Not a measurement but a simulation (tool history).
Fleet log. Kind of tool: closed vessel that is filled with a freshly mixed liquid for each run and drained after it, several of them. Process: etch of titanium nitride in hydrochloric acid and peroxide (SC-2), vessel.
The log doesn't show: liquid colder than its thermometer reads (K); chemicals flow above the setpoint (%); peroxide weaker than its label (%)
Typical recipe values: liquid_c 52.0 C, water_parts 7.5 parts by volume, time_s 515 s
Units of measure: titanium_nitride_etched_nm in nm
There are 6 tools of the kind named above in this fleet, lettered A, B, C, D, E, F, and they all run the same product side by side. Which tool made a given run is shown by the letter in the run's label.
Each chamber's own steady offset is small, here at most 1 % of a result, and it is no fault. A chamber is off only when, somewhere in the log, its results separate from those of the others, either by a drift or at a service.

run	day	liquid_c	water_parts	time_s	hours since the thermometer was replaced	hours since the chemicals flow meter was replaced	hours since the drum of peroxide was connected	read-back film thickness of the titanium nitride reference wafer, read on the same gauge (nm)	titanium_nitride_etched_nm
1A	0.138	52.0	7.5	515	701.4	423.0	783.6	80.003	17.416
2D	0.271	52.0	7.5	515	679.5	774.3	204.6	80.001	17.392
3B	0.392	52.0	7.5	515	1234.3	956.6	306.9	79.989	17.391
4F	0.492	52.0	7.5	515	1344.8	173.1	952.0	80.008	17.131
5C	0.588	52.0	7.5	515	1517.5	387.8	744.4	79.976	17.330
6E	0.746	52.0	7.5	515	313.3	174.7	702.8	80.050	17.444
7B	0.862	52.0	7.5	515	1245.6	967.9	318.2	79.988	17.528
8E	0.983	52.0	7.5	515	319.0	180.4	708.5	79.981	17.257
9D	1.175	52.0	11.0	625	701.2	796.0	226.3	80.006	15.562
10A	1.321	52.0	11.0	625	729.8	451.4	812.0	79.952	15.405
11C	1.404	52.0	11.0	625	1537.1	407.4	764.0	79.950	15.253
12F	1.588	52.0	11.0	625	1371.1	199.4	978.3	80.063	15.178
13E	1.717	52.0	11.0	625	336.6	198.0	726.1	80.013	15.710
14C	1.871	52.0	11.0	625	1548.3	418.6	775.2	80.016	15.307
15D	2.058	52.0	7.5	515	722.4	817.2	247.5	79.984	17.630
16A	2.212	52.0	7.5	515	751.2	472.8	833.4	80.007	17.294
17B	2.396	52.0	7.5	515	1282.4	1004.7	355.0	80.034	17.420
18F	2.500	52.0	7.5	515	1393.0	221.3	1000.2	80.011	17.206
# day 2.579: chamber E: new drum of peroxide connected
19F	2.658	52.0	7.5	515	1396.8	225.1	1004.0	79.998	17.228
20A	2.804	52.0	7.5	515	765.4	487.0	847.6	79.950	17.226
21D	2.996	52.0	7.5	515	744.9	839.7	270.0	79.944	17.325
22B	3.129	52.0	7.5	515	1300.0	1022.3	372.6	80.038	17.543
# day 3.158: chamber C: chemicals flow meter replaced
23E	3.254	55.5	7.5	320	373.5	234.9	16.2	80.016	14.016
24C	3.412	55.5	7.5	320	1585.3	6.1	812.2	80.011	13.474
25A	3.554	55.5	7.5	320	783.4	505.0	865.6	79.999	13.774
26D	3.646	55.5	7.5	320	760.5	855.3	285.6	80.000	13.684
27F	3.800	55.5	7.5	320	1424.2	252.5	1031.4	80.053	13.526
28B	3.921	55.5	7.5	320	1319.0	1041.3	391.6	80.072	13.709
29E	4.108	52.0	4.0	640	394.0	255.4	36.7	80.012	35.678
30C	4.267	52.0	4.0	640	1605.8	26.6	832.7	79.992	33.536
31B	4.438	52.0	4.0	640	1331.4	1053.7	404.0	80.023	34.782
32F	4.625	52.0	4.0	640	1444.0	272.3	1051.2	79.987	33.955
33C	4.725	52.0	4.0	640	1616.8	37.6	843.7	80.043	33.916
34E	4.867	52.0	4.0	640	412.2	273.6	54.9	79.996	35.612
35A	5.058	52.0	7.5	515	819.5	541.1	901.7	80.027	17.265
36D	5.154	52.0	7.5	515	796.7	891.5	321.8	79.979	17.354
37A	5.329	52.0	7.5	515	826.0	547.6	908.2	79.973	17.431
38E	5.446	52.0	7.5	515	426.1	287.5	68.8	79.989	17.989
39C	5.621	52.0	7.5	515	1638.3	59.1	865.2	79.985	17.158
40B	5.808	52.0	7.5	515	1364.3	1086.6	436.9	80.019	17.248
41D	5.904	58.5	7.5	515	814.7	909.5	339.8	80.015	26.387

One chamber off, gauge drift, or nothing amiss beyond the chambers' own small offsets? If it is a chamber, which one, and what is the likeliest cause?

It is chamber E that slowly wanders off from its peers.
Cause: chemicals flow above the setpoint (%) = 5.41.
The log might look much the same if the cause were instead: liquid hotter than its thermometer reads (K).

Which of the 4 candidates below, each the usual settings with something changed and its results left as question marks, puts chamber E back in line with what the other chambers give on the usual settings?
In line means no further than this from the other chambers' mean on the usual settings: titanium_nitride_etched_nm 0.450 nm
42E-1	6.046	51.5	7.5	505					?
42E-2	6.046	50.5	7.5	515					?
42E-3	6.046	52.0	7.5	535					?
42E-4	6.046	52.0	7.5	560					?

The other chambers' mean on the usual settings: titanium_nitride_etched_nm 17.324 nm
run	titanium_nitride_etched_nm
42E-1	17.169
42E-2	16.386
42E-3	18.811
42E-4	19.690
It is 42E-1 that realigns the chamber with its peers.
